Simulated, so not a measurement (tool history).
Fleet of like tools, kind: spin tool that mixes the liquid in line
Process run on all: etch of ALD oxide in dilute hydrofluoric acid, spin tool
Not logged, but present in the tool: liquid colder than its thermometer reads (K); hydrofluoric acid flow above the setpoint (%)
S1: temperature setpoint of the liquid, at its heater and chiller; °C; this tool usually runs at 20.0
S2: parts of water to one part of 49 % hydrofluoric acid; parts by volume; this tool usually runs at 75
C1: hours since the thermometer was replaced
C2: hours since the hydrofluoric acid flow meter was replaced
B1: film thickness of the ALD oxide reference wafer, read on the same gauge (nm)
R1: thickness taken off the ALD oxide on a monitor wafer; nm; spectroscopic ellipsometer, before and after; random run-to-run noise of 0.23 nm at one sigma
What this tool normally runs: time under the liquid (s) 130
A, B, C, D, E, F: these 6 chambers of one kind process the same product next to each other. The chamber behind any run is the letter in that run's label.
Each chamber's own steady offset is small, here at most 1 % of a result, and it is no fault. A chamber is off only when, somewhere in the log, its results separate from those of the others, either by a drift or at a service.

{"run": "1A", "hour": 14.6, "S1": 20.0, "S2": 75, "time under the liquid (s)": 130, "C1": 36.3, "C2": 1989.9, "B1": 70.0, "R1": 29.293}
{"run": "2F", "hour": 25.6, "S1": 20.0, "S2": 75, "time under the liquid (s)": 130, "C1": 1648.3, "C2": 354.3, "B1": 69.998, "R1": 29.31}
{"hour": 27.7, "done": "chamber E: hydrofluoric acid flow meter replaced"}
{"run": "3B", "hour": 38.9, "S1": 20.0, "S2": 75, "time under the liquid (s)": 130, "C1": 156.3, "C2": 403.9, "B1": 69.993, "R1": 29.777}
{"run": "4C", "hour": 47.6, "S1": 20.0, "S2": 75, "time under the liquid (s)": 130, "C1": 894.6, "C2": 176.2, "B1": 69.997, "R1": 29.176}
{"run": "5E", "hour": 60.3, "S1": 20.0, "S2": 75, "time under the liquid (s)": 130, "C1": 2240.6, "C2": 32.7, "B1": 70.006, "R1": 29.0}
{"run": "6D", "hour": 73.4, "S1": 17.0, "S2": 75, "time under the liquid (s)": 160, "C1": 1228.6, "C2": 643.3, "B1": 70.005, "R1": 31.524}
{"run": "7A", "hour": 83.1, "S1": 17.0, "S2": 75, "time under the liquid (s)": 160, "C1": 104.8, "C2": 2058.4, "B1": 70.007, "R1": 32.158}
{"run": "8F", "hour": 94.0, "S1": 17.0, "S2": 75, "time under the liquid (s)": 160, "C1": 1716.7, "C2": 422.7, "B1": 69.975, "R1": 32.323}
{"run": "9C", "hour": 107.1, "S1": 17.0, "S2": 75, "time under the liquid (s)": 160, "C1": 954.1, "C2": 235.7, "B1": 70.001, "R1": 31.634}
{"run": "10E", "hour": 117.8, "S1": 17.0, "S2": 75, "time under the liquid (s)": 160, "C1": 2298.1, "C2": 90.2, "B1": 69.995, "R1": 32.329}
{"run": "11B", "hour": 129.1, "S1": 17.0, "S2": 75, "time under the liquid (s)": 160, "C1": 246.5, "C2": 494.1, "B1": 70.001, "R1": 31.886}
{"run": "12D", "hour": 137.9, "S1": 20.0, "S2": 75, "time under the liquid (s)": 130, "C1": 1293.1, "C2": 707.8, "B1": 69.984, "R1": 29.413}
{"run": "13F", "hour": 149.7, "S1": 20.0, "S2": 75, "time under the liquid (s)": 130, "C1": 1772.4, "C2": 478.4, "B1": 69.985, "R1": 29.339}
{"hour": 152.5, "done": "chamber A: hydrofluoric acid flow meter replaced"}
{"run": "14C", "hour": 158.0, "S1": 20.0, "S2": 75, "time under the liquid (s)": 130, "C1": 1005.0, "C2": 286.6, "B1": 70.0, "R1": 29.007}
{"run": "15B", "hour": 165.0, "S1": 20.0, "S2": 110, "time under the liquid (s)": 130, "C1": 282.4, "C2": 530.0, "B1": 69.997, "R1": 19.249}
{"hour": 171.8, "done": "chamber B: hydrofluoric acid flow meter replaced"}
{"run": "16A", "hour": 173.8, "S1": 20.0, "S2": 110, "time under the liquid (s)": 130, "C1": 195.5, "C2": 21.4, "B1": 69.996, "R1": 19.083}
{"run": "17E", "hour": 185.4, "S1": 20.0, "S2": 110, "time under the liquid (s)": 130, "C1": 2365.7, "C2": 157.8, "B1": 70.008, "R1": 19.226}
{"hour": 195.7, "done": "chamber F: thermometer replaced"}
{"run": "18D", "hour": 198.1, "S1": 20.0, "S2": 110, "time under the liquid (s)": 130, "C1": 1353.3, "C2": 768.0, "B1": 69.999, "R1": 19.197}
{"run": "19B", "hour": 206.5, "S1": 20.0, "S2": 110, "time under the liquid (s)": 130, "C1": 323.9, "C2": 34.7, "B1": 69.995, "R1": 19.13}
{"run": "20D", "hour": 217.3, "S1": 20.0, "S2": 110, "time under the liquid (s)": 130, "C1": 1372.5, "C2": 787.2, "B1": 70.004, "R1": 19.253}
{"run": "21C", "hour": 228.6, "S1": 20.0, "S2": 75, "time under the liquid (s)": 130, "C1": 1075.6, "C2": 357.2, "B1": 69.972, "R1": 29.596}
{"run": "22F", "hour": 243.5, "S1": 20.0, "S2": 75, "time under the liquid (s)": 130, "C1": 47.8, "C2": 572.2, "B1": 69.984, "R1": 30.427}
{"run": "23E", "hour": 257.9, "S1": 20.0, "S2": 75, "time under the liquid (s)": 130, "C1": 2438.2, "C2": 230.3, "B1": 70.009, "R1": 29.737}
{"run": "24A", "hour": 270.4, "S1": 20.0, "S2": 75, "time under the liquid (s)": 130, "C1": 292.1, "C2": 118.0, "B1": 70.013, "R1": 29.247}
{"run": "25C", "hour": 278.6, "S1": 20.0, "S2": 75, "time under the liquid (s)": 130, "C1": 1125.6, "C2": 407.2, "B1": 70.008, "R1": 29.459}
{"run": "26A", "hour": 285.6, "S1": 20.0, "S2": 75, "time under the liquid (s)": 130, "C1": 307.3, "C2": 133.2, "B1": 70.002, "R1": 29.428}
{"run": "27E", "hour": 293.6, "S1": 20.0, "S2": 75, "time under the liquid (s)": 130, "C1": 2473.9, "C2": 266.0, "B1": 69.997, "R1": 29.328}
{"run": "28B", "hour": 306.6, "S1": 20.0, "S2": 75, "time under the liquid (s)": 130, "C1": 424.0, "C2": 134.8, "B1": 70.009, "R1": 29.3}
{"hour": 316.2, "done": "chamber C: hydrofluoric acid flow meter replaced"}
{"run": "29F", "hour": 317.4, "S1": 20.0, "S2": 75, "time under the liquid (s)": 130, "C1": 121.7, "C2": 646.1, "B1": 69.997, "R1": 30.583}
{"run": "30D", "hour": 329.5, "S1": 20.0, "S2": 75, "time under the liquid (s)": 130, "C1": 1484.7, "C2": 899.4, "B1": 69.993, "R1": 29.418}
{"run": "31D", "hour": 343.8, "S1": 20.0, "S2": 75, "time under the liquid (s)": 130, "C1": 1499.0, "C2": 913.7, "B1": 70.015, "R1": 29.361}
{"run": "32E", "hour": 357.6, "S1": 20.0, "S2": 75, "time under the liquid (s)": 130, "C1": 2537.9, "C2": 330.0, "B1": 69.982, "R1": 29.314}
{"run": "33C", "hour": 367.6, "S1": 20.0, "S2": 75, "time under the liquid (s)": 130, "C1": 1214.6, "C2": 51.4, "B1": 69.998, "R1": 29.114}
{"run": "34B", "hour": 379.2, "S1": 20.0, "S2": 75, "time under the liquid (s)": 130, "C1": 496.6, "C2": 207.4, "B1": 69.996, "R1": 29.226}
{"run": "35F", "hour": 388.7, "S1": 20.0, "S2": 75, "time under the liquid (s)": 130, "C1": 193.0, "C2": 717.4, "B1": 69.997, "R1": 30.92}
{"run": "36A", "hour": 395.8, "S1": 20.0, "S2": 75, "time under the liquid (s)": 130, "C1": 417.5, "C2": 243.4, "B1": 69.995, "R1": 29.529}
{"run": "37F", "hour": 405.2, "S1": 20.0, "S2": 75, "time under the liquid (s)": 130, "C1": 209.5, "C2": 733.9, "B1": 70.007, "R1": 32.056}
{"run": "38C", "hour": 417.5, "S1": 20.0, "S2": 75, "time under the liquid (s)": 130, "C1": 1264.5, "C2": 101.3, "B1": 70.022, "R1": 29.234}
{"run": "39A", "hour": 424.2, "S1": 20.0, "S2": 75, "time under the liquid (s)": 130, "C1": 445.9, "C2": 271.8, "B1": 70.002, "R1": 29.133}
{"run": "40B", "hour": 432.1, "S1": 20.0, "S2": 75, "time under the liquid (s)": 130, "C1": 549.5, "C2": 260.3, "B1": 70.0, "R1": 29.33}
{"run": "41E", "hour": 446.4, "S1": 20.0, "S2": 75, "time under the liquid (s)": 130, "C1": 2626.7, "C2": 418.8, "B1": 70.001, "R1": 29.17}
{"run": "42D", "hour": 453.5, "S1": 20.0, "S2": 75, "time under the liquid (s)": 130, "C1": 1608.7, "C2": 1023.4, "B1": 70.01, "R1": 29.409}
{"run": "43A", "hour": 468.1, "S1": 23.5, "S2": 75, "time under the liquid (s)": 130, "C1": 489.8, "C2": 315.7, "B1": 70.002, "R1": 34.194}

Is one chamber off against the others, does the gauge drift, or is nothing wrong? If a chamber is off, say which, and what the likeliest cause is.

Chamber F drifts away from the others.
What lies behind it: hydrofluoric acid flow above the setpoint (%) = 8.62.

Which of the 4 candidates below, each the usual settings with something changed and its results left as question marks, puts chamber F back in line with what the other chambers give on the usual settings?
A result is in line if it is within this distance of the other chambers' mean on the usual settings: R1 0.810 nm
{"run": "44F-1", "hour": 478.9, "S1": 20.5, "S2": 70, "time under the liquid (s)": 130, "R1": "?"}
{"run": "44F-2", "hour": 478.9, "S1": 20.0, "S2": 75, "time under the liquid (s)": 120, "R1": "?"}
{"run": "44F-3", "hour": 478.9, "S1": 20.0, "S2": 75, "time under the liquid (s)": 135, "R1": "?"}
{"run": "44F-4", "hour": 478.9, "S1": 20.0, "S2": 75, "time under the liquid (s)": 125, "R1": "?"}

The mean the other chambers reach with the usual settings: R1 29.362 nm
run=44F-1 R1=35.031
run=44F-2 R1=29.398
run=44F-3 R1=33.073
run=44F-4 R1=30.623
44F-2 is the one that brings the chamber's results back in line with the other chambers.
